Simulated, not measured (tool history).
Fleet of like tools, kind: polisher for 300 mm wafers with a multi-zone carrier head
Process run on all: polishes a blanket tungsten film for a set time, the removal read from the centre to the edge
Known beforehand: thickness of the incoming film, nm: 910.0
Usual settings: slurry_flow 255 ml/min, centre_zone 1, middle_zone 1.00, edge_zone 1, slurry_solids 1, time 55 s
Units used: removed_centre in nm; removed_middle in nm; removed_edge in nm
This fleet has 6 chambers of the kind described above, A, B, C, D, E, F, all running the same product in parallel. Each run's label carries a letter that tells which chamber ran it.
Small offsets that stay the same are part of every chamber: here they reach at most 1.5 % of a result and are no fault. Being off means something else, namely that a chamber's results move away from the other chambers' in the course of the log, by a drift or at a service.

| run | hour | slurry_flow | centre_zone | middle_zone | edge_zone | slurry_solids | time | removed_centre | removed_middle | removed_edge |
|---|---|---|---|---|---|---|---|---|---|---|
|  | 4.7 | chamber F: worn pad replaced by a new one |
|  | 5.4 | chamber E: centre zone pressure recalibrated |
|  | 11.4 | chamber A: centre zone pressure recalibrated |
| 1B | 12.4 | 255 | 1 | 1.00 | 1 | 1 | 55 | 262.01 | 250.62 | 254.66 |
|  | 15.8 | chamber B: worn pad replaced by a new one |
|  | 22.8 | chamber E: worn pad replaced by a new one |
| 2F | 24.4 | 255 | 1 | 1.00 | 1 | 1 | 55 | 249.95 | 254.88 | 253.96 |
| 3E | 33.2 | 255 | 1 | 1.00 | 1 | 1 | 55 | 250.35 | 257.83 | 259.09 |
| 4D | 43.7 | 255 | 1 | 1.00 | 1 | 1 | 55 | 260.19 | 255.58 | 252.41 |
| 5A | 55.6 | 255 | 1 | 1.00 | 1 | 1 | 55 | 259.08 | 258.83 | 254.30 |
| 6C | 66.7 | 255 | 1 | 1.00 | 1 | 1 | 55 | 255.83 | 255.83 | 257.52 |
|  | 72.4 | chamber C: worn pad replaced by a new one |
| 7F | 75.4 | 255 | 1 | 1.00 | 1 | 1 | 55 | 249.98 | 252.78 | 252.74 |
|  | 83.8 | chamber B: worn pad replaced by a new one |
| 8A | 84.1 | 255 | 1 | 1.00 | 1 | 1 | 55 | 254.70 | 259.39 | 258.31 |
| 9B | 92.3 | 255 | 1 | 1.00 | 1 | 1 | 55 | 253.36 | 250.86 | 251.56 |
| 10E | 100.5 | 255 | 1 | 1.00 | 1 | 1 | 55 | 257.30 | 257.15 | 254.33 |
|  | 102.9 | chamber D: worn pad replaced by a new one |
|  | 103.6 | chamber D: edge zone pressure recalibrated |
| 11D | 108.7 | 255 | 1 | 1.00 | 1 | 1 | 55 | 251.94 | 257.26 | 255.92 |
|  | 113.2 | chamber D: slurry nozzle cleaned |
| 12C | 120.1 | 255 | 1 | 1.00 | 1 | 1 | 55 | 257.37 | 259.02 | 257.23 |
|  | 126.7 | chamber F: worn pad replaced by a new one |
|  | 129.6 | chamber E: worn pad replaced by a new one |
| 13F | 130.0 | 255 | 1 | 1.00 | 1 | 1 | 55 | 257.20 | 252.78 | 254.09 |
|  | 135.3 | chamber C: worn pad replaced by a new one |
| 14A | 142.6 | 255 | 1 | 1.00 | 1 | 1 | 55 | 256.54 | 263.35 | 256.97 |
| 15C | 151.0 | 255 | 1 | 1.00 | 1 | 1 | 55 | 257.61 | 260.86 | 259.64 |
|  | 155.3 | chamber B: worn pad replaced by a new one |
| 16D | 163.7 | 255 | 1 | 1.00 | 1 | 1 | 55 | 253.21 | 258.66 | 255.68 |
| 17E | 170.3 | 255 | 1 | 1.00 | 1 | 1 | 55 | 258.54 | 253.86 | 255.12 |
|  | 173.8 | chamber A: slurry nozzle cleaned |
| 18B | 178.2 | 255 | 1 | 1.00 | 1 | 1 | 55 | 254.98 | 252.41 | 253.78 |
| 19A | 185.0 | 255 | 1 | 1.00 | 1 | 1 | 55 | 256.44 | 256.35 | 255.15 |
| 20B | 194.0 | 255 | 1 | 1.00 | 1 | 1 | 55 | 254.86 | 252.43 | 251.29 |
|  | 197.0 | chamber B: slurry nozzle cleaned |
|  | 198.6 | chamber D: worn pad replaced by a new one |
|  | 199.0 | chamber C: worn pad replaced by a new one |
| 21E | 199.7 | 255 | 1 | 1.00 | 1 | 1 | 55 | 252.56 | 253.73 | 258.75 |
|  | 205.7 | chamber E: slurry nozzle cleaned |
|  | 208.7 | chamber F: centre zone pressure recalibrated |
| 22D | 208.8 | 255 | 1 | 1.00 | 1 | 1 | 55 | 255.13 | 262.96 | 256.33 |
| 23C | 214.8 | 255 | 1 | 1.00 | 1 | 1 | 55 | 256.10 | 259.79 | 257.19 |
|  | 218.6 | chamber E: worn pad replaced by a new one |
|  | 219.0 | chamber F: edge zone pressure recalibrated |
| 24F | 222.8 | 255 | 1 | 1.00 | 1 | 1 | 55 | 255.09 | 251.42 | 251.30 |
| 25E | 229.7 | 255 | 1 | 1.00 | 1 | 1 | 55 | 258.29 | 254.34 | 255.73 |
|  | 231.1 | chamber B: worn pad replaced by a new one |
| 26D | 242.6 | 255 | 1 | 1.00 | 1 | 1 | 55 | 258.78 | 255.81 | 256.08 |
| 27C | 248.8 | 255 | 1 | 1.00 | 1 | 1 | 55 | 263.82 | 259.41 | 257.35 |
|  | 257.2 | chamber F: worn pad replaced by a new one |
| 28F | 259.2 | 255 | 1 | 1.00 | 1 | 1 | 55 | 246.48 | 249.00 | 254.27 |
|  | 269.5 | chamber C: worn pad replaced by a new one |
| 29A | 270.4 | 255 | 1 | 1.00 | 1 | 1 | 55 | 240.76 | 246.03 | 242.72 |
| 30B | 278.2 | 255 | 1 | 1.00 | 1 | 1 | 55 | 253.18 | 255.03 | 252.52 |
| 31C | 290.5 | 255 | 1 | 1.00 | 1 | 1 | 55 | 257.29 | 260.12 | 259.14 |
| 32D | 297.4 | 255 | 1 | 1.00 | 1 | 1 | 55 | 263.34 | 255.33 | 253.69 |
| 33B | 306.1 | 255 | 1 | 1.00 | 1 | 1 | 55 | 252.15 | 246.92 | 251.71 |
|  | 311.9 | chamber B: worn pad replaced by a new one |
| 34A | 314.3 | 340 | 1 | 0.95 | 1 | 1 | 55 | 246.02 | 238.90 | 246.49 |
| 35F | 323.2 | 340 | 1 | 0.95 | 1 | 1 | 55 | 257.58 | 252.71 | 261.30 |
|  | 325.6 | chamber E: worn pad replaced by a new one |
| 36E | 336.0 | 340 | 1 | 0.95 | 1 | 1 | 55 | 269.44 | 245.95 | 263.31 |
|  | 336.6 | chamber F: slurry nozzle cleaned |
| 37B | 343.8 | 340 | 1 | 0.95 | 1 | 1 | 55 | 263.93 | 246.78 | 258.99 |
| 38F | 356.8 | 340 | 1 | 0.95 | 1 | 1 | 55 | 260.12 | 249.35 | 260.06 |
| 39E | 363.5 | 340 | 1 | 0.95 | 1 | 1 | 55 | 267.51 | 246.51 | 260.34 |

Next, every chamber runs the same settings. What will each give?
| 40A | 372.9 | 255 | 1 | 1.00 | 1 | 1 | 40 | ? | ? | ? |
| 40B | 372.9 | 255 | 1 | 1.00 | 1 | 1 | 40 | ? | ? | ? |
| 40C | 372.9 | 255 | 1 | 1.00 | 1 | 1 | 40 | ? | ? | ? |
| 40D | 372.9 | 255 | 1 | 1.00 | 1 | 1 | 40 | ? | ? | ? |
| 40E | 372.9 | 255 | 1 | 1.00 | 1 | 1 | 40 | ? | ? | ? |
| 40F | 372.9 | 255 | 1 | 1.00 | 1 | 1 | 40 | ? | ? | ? |

| run | removed_centre | removed_middle | removed_edge |
|---|---|---|---|
| 40A | 165.07 | 166.97 | 168.56 |
| 40B | 189.28 | 186.82 | 183.46 |
| 40C | 190.39 | 187.00 | 188.80 |
| 40D | 192.47 | 185.63 | 184.03 |
| 40E | 190.93 | 183.68 | 187.42 |
| 40F | 185.61 | 188.58 | 186.94 |
